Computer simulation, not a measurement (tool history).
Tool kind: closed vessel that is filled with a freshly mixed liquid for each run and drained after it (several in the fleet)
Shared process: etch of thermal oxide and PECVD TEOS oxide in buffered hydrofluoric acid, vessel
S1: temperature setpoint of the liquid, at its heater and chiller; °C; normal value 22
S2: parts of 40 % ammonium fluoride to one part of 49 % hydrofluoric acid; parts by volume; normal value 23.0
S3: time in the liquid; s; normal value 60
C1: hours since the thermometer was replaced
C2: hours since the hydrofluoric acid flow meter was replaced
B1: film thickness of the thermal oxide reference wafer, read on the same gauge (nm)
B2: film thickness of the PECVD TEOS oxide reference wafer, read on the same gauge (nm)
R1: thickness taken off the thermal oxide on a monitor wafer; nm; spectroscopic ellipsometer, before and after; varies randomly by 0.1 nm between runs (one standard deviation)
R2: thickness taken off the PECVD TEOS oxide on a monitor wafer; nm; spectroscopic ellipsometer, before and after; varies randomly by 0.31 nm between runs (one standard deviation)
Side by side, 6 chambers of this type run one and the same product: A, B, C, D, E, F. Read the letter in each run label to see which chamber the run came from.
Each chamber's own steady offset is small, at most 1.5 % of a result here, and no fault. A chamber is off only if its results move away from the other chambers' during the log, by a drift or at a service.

run	hour	S1	S2	S3	C1	C2	B1	B2	R1	R2
1C	5.5	22	23.0	60	786.5	55.1	60.005	80.004	28.425	36.950
2E	10.3	22	23.0	60	698.3	1521.3	60.040	80.001	28.454	36.169
3B	14.7	22	23.0	60	883.1	1513.2	59.984	80.002	28.643	36.593
4F	18.8	22	23.0	60	247.2	298.3	59.986	80.013	28.466	36.174
5D	23.2	22	23.0	60	545.8	638.3	59.989	80.008	28.793	36.773
6A	29.5	22	23.0	60	944.7	388.7	60.004	79.982	28.437	36.909
7F	34.3	22	23.0	60	262.7	313.8	59.989	79.974	28.460	36.239
8B	42.9	22	19.5	45	911.3	1541.4	59.987	80.013	24.375	31.126
9E	47.8	22	19.5	45	735.8	1558.8	60.009	79.998	24.024	30.741
10C	55.2	22	19.5	45	836.2	104.8	59.999	80.007	24.162	31.752
11A	61.1	22	19.5	45	976.3	420.3	59.996	80.031	24.123	30.786
12D	65.4	22	19.5	45	588.0	680.5	59.988	80.018	24.176	31.103
13C	70.8	22	19.5	45	851.8	120.4	60.024	79.982	24.272	31.579
14A	78.7	22	23.0	60	993.9	437.9	59.997	80.034	28.418	36.864
15E	85.3	22	23.0	60	773.3	1596.3	60.016	79.987	28.532	36.438
16F	93.1	22	23.0	60	321.5	372.6	60.020	80.007	28.395	36.088
17D	97.5	22	23.0	60	620.1	712.6	60.007	79.960	28.690	36.723
18B	102.8	22	23.0	60	971.2	1601.3	60.008	79.999	28.663	37.024
19C	110.1	22	23.0	60	891.1	159.7	59.993	80.015	28.666	37.194
20F	117.5	22	23.0	60	345.9	397.0	60.026	80.024	28.570	36.169
21A	123.4	22	23.0	75	1038.6	482.6	59.948	79.967	35.747	46.738
22E	130.2	22	23.0	75	818.2	1641.2	60.006	80.005	35.634	45.566
23B	135.7	22	23.0	75	1004.1	1634.2	60.016	80.021	35.702	46.117
24D	142.7	22	23.0	75	665.3	757.8	60.007	79.978	36.002	46.057
25A	148.1	22	23.0	75	1063.3	507.3	60.001	79.988	35.633	45.992
26B	155.1	22	23.0	75	1023.5	1653.6	59.999	80.016	35.751	46.023
27E	160.8	22	23.0	60	848.8	1671.8	59.992	79.979	28.645	36.906
28F	166.5	22	23.0	60	394.9	446.0	60.020	80.009	28.213	36.067
29D	172.6	22	23.0	60	695.2	787.7	60.003	80.002	28.830	36.774
30C	178.6	22	23.0	60	959.6	228.2	60.019	79.984	28.605	37.452
31D	186.4	22	23.0	60	709.0	801.5	59.996	79.987	28.727	36.089
32F	191.1	22	23.0	60	419.5	470.6	59.984	80.021	28.402	36.605
33E	198.3	22	23.0	60	886.3	1709.3	59.998	80.007	28.575	36.457
34B	202.6	22	23.0	60	1071.0	1701.1	60.015	79.995	28.635	36.466
35C	209.4	22	23.0	60	990.4	259.0	59.990	80.006	28.566	36.433
36A	214.6	22	23.0	60	1129.8	573.8	60.016	80.013	28.471	37.009

Next, every chamber runs the same settings. What will each give?
37A	220.8	22	23.0	60					?	?
37B	220.8	22	23.0	60					?	?
37C	220.8	22	23.0	60					?	?
37D	220.8	22	23.0	60					?	?
37E	220.8	22	23.0	60					?	?
37F	220.8	22	23.0	60					?	?

run	R1	R2
37A	28.413	36.813
37B	28.441	36.825
37C	28.539	37.145
37D	28.678	36.787
37E	28.489	36.527
37F	28.373	36.500
